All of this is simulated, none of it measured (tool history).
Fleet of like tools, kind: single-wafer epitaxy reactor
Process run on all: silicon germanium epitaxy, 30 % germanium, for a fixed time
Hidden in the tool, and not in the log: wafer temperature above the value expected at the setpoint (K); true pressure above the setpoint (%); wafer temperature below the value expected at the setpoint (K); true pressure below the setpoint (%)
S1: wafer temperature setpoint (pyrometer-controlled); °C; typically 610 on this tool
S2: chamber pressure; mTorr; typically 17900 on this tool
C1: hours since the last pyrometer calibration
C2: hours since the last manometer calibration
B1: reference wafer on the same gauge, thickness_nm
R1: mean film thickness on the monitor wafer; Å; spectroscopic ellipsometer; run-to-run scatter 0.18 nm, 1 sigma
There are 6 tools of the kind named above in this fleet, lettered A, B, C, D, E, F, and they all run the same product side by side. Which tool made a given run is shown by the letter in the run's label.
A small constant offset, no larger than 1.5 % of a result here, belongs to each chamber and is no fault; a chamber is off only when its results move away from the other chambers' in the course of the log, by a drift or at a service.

run 1F hour=5.6 | S1=610 S2=17900 | C1=2231.6 C2=1780.5 | B1=73.123 | R1=680.08
run 2A hour=15.8 | S1=610 S2=17900 | C1=1647.5 C2=308.3 | B1=73.074 | R1=673.57
run 3D hour=26.5 | S1=610 S2=17900 | C1=1283.2 C2=934.1 | B1=73.051 | R1=676.63
run 4C hour=31.4 | S1=610 S2=17900 | C1=168.9 C2=2187.9 | B1=73.117 | R1=672.97
run 5E hour=39.5 | S1=610 S2=17900 | C1=482.2 C2=733.3 | B1=73.131 | R1=688.37
run 6B hour=46.5 | S1=610 S2=17900 | C1=2420.1 C2=172 | B1=73.095 | R1=671.44
-- hour=49.5 chamber B: pyrometer calibrated
run 7A hour=52.4 | S1=610 S2=17900 | C1=1684.1 C2=344.9 | B1=73.155 | R1=672.96
run 8D hour=57.4 | S1=610 S2=17900 | C1=1314.1 C2=965 | B1=73.104 | R1=673.59
run 9C hour=65.7 | S1=610 S2=17900 | C1=203.2 C2=2222.2 | B1=73.095 | R1=675.32
run 10F hour=74.1 | S1=610 S2=17900 | C1=2300.1 C2=1849 | B1=73.063 | R1=676.51
run 11B hour=84.5 | S1=610 S2=17900 | C1=35.1 C2=210 | B1=73.168 | R1=673.92
run 12E hour=91.2 | S1=610 S2=17900 | C1=533.9 C2=785 | B1=73.098 | R1=688.95
run 13A hour=97.5 | S1=610 S2=17900 | C1=1729.2 C2=390 | B1=73.097 | R1=671.44
run 14D hour=102.2 | S1=610 S2=17900 | C1=1358.9 C2=1009.8 | B1=73.162 | R1=677.83
run 15E hour=108.3 | S1=610 S2=17900 | C1=551 C2=802.1 | B1=73.089 | R1=688.71
run 16F hour=116.2 | S1=610 S2=17900 | C1=2342.2 C2=1891.1 | B1=73.122 | R1=678.72
run 17C hour=122 | S1=610 S2=17900 | C1=259.5 C2=2278.5 | B1=73.148 | R1=675.17
run 18B hour=128.6 | S1=610 S2=17900 | C1=79.2 C2=254.1 | B1=73.115 | R1=673.36
run 19E hour=139.3 | S1=610 S2=17900 | C1=582 C2=833.1 | B1=73.131 | R1=691.72
run 20B hour=146.6 | S1=610 S2=17900 | C1=97.2 C2=272.1 | B1=73.151 | R1=671.28
run 21F hour=153.9 | S1=601 S2=17900 | C1=2379.9 C2=1928.8 | B1=73.103 | R1=577.96
run 22D hour=164.3 | S1=601 S2=17900 | C1=1421 C2=1071.9 | B1=73.118 | R1=576.47
run 23A hour=171.9 | S1=601 S2=17900 | C1=1803.6 C2=464.4 | B1=73.138 | R1=572.71
run 24C hour=181.8 | S1=601 S2=17900 | C1=319.3 C2=2338.3 | B1=73.048 | R1=572.11
run 25C hour=188.7 | S1=601 S2=17900 | C1=326.2 C2=2345.2 | B1=73.113 | R1=571.83
run 26E hour=193.8 | S1=601 S2=17900 | C1=636.5 C2=887.6 | B1=73.054 | R1=588.43
-- hour=196.5 chamber A: pyrometer calibrated
run 27A hour=203.7 | S1=610 S2=17900 | C1=7.2 C2=496.2 | B1=73.071 | R1=672.12
run 28D hour=210.5 | S1=610 S2=17900 | C1=1467.2 C2=1118.1 | B1=73.132 | R1=676.34
run 29F hour=216.9 | S1=610 S2=17900 | C1=2442.9 C2=1991.8 | B1=73.071 | R1=676.4
-- hour=220.1 chamber C: capacitance manometer re-zeroed and calibrated
run 30B hour=222.3 | S1=610 S2=17900 | C1=172.9 C2=347.8 | B1=73.089 | R1=672.07
-- hour=230 chamber F: pyrometer calibrated
run 31C hour=232.9 | S1=610 S2=17900 | C1=370.4 C2=12.8 | B1=73.068 | R1=672.43
run 32E hour=238.1 | S1=610 S2=17900 | C1=680.8 C2=931.9 | B1=73.166 | R1=696.63
-- hour=245.1 chamber D: capacitance manometer re-zeroed and calibrated
run 33F hour=248.2 | S1=610 S2=14000 | C1=18.3 C2=2023.1 | B1=73.116 | R1=617.91
run 34A hour=257.1 | S1=610 S2=14000 | C1=60.6 C2=549.6 | B1=73.077 | R1=610.44
run 35B hour=266.5 | S1=610 S2=14000 | C1=217.1 C2=392 | B1=73.083 | R1=614.16
run 36D hour=273.1 | S1=610 S2=14000 | C1=1529.8 C2=28.1 | B1=73.1 | R1=612.05
run 37A hour=281.8 | S1=610 S2=14000 | C1=85.3 C2=574.3 | B1=73.082 | R1=611.85
run 38D hour=292.4 | S1=610 S2=14000 | C1=1549.1 C2=47.4 | B1=73.056 | R1=610.31
run 39C hour=301.4 | S1=610 S2=17900 | C1=438.9 C2=81.3 | B1=73.165 | R1=673.72
run 40E hour=309.5 | S1=622 S2=17900 | C1=752.2 C2=1003.3 | B1=73.099 | R1=865.13
run 41F hour=315.9 | S1=622 S2=17900 | C1=86 C2=2090.8 | B1=73.137 | R1=834.25

Does one chamber stand apart from the rest, does the shared gauge drift, or is all well apart from small per-chamber offsets? Give the chamber and the most likely cause, where there is one.

It is chamber E that slowly wanders off from its peers.
Likeliest cause: wafer temperature above the value expected at the setpoint (K) = 1.2.
It could be hard to tell apart here from: true pressure above the setpoint (%).

Below are 4 candidate recipes for chamber E's next run, each the usual settings with a change, their results shown as question marks. Which of them brings E's results back in line with what the other chambers give on the usual settings?
In-line tolerance around the mean of the other chambers on the usual settings: R1 6.1 Å
run 42E-1 hour=323.6 | S1=610 S2=21300 | R1=?
run 42E-2 hour=323.6 | S1=612 S2=17900 | R1=?
run 42E-3 hour=323.6 | S1=608 S2=17900 | R1=?
run 42E-4 hour=323.6 | S1=606 S2=17900 | R1=?

What the other chambers average on the usual settings: R1 674.99 Å
run=42E-1 R1=749.21
run=42E-2 R1=724.35
run=42E-3 R1=673.84
run=42E-4 R1=649.75
42E-3 is the one that brings the chamber's results back in line with the other chambers.

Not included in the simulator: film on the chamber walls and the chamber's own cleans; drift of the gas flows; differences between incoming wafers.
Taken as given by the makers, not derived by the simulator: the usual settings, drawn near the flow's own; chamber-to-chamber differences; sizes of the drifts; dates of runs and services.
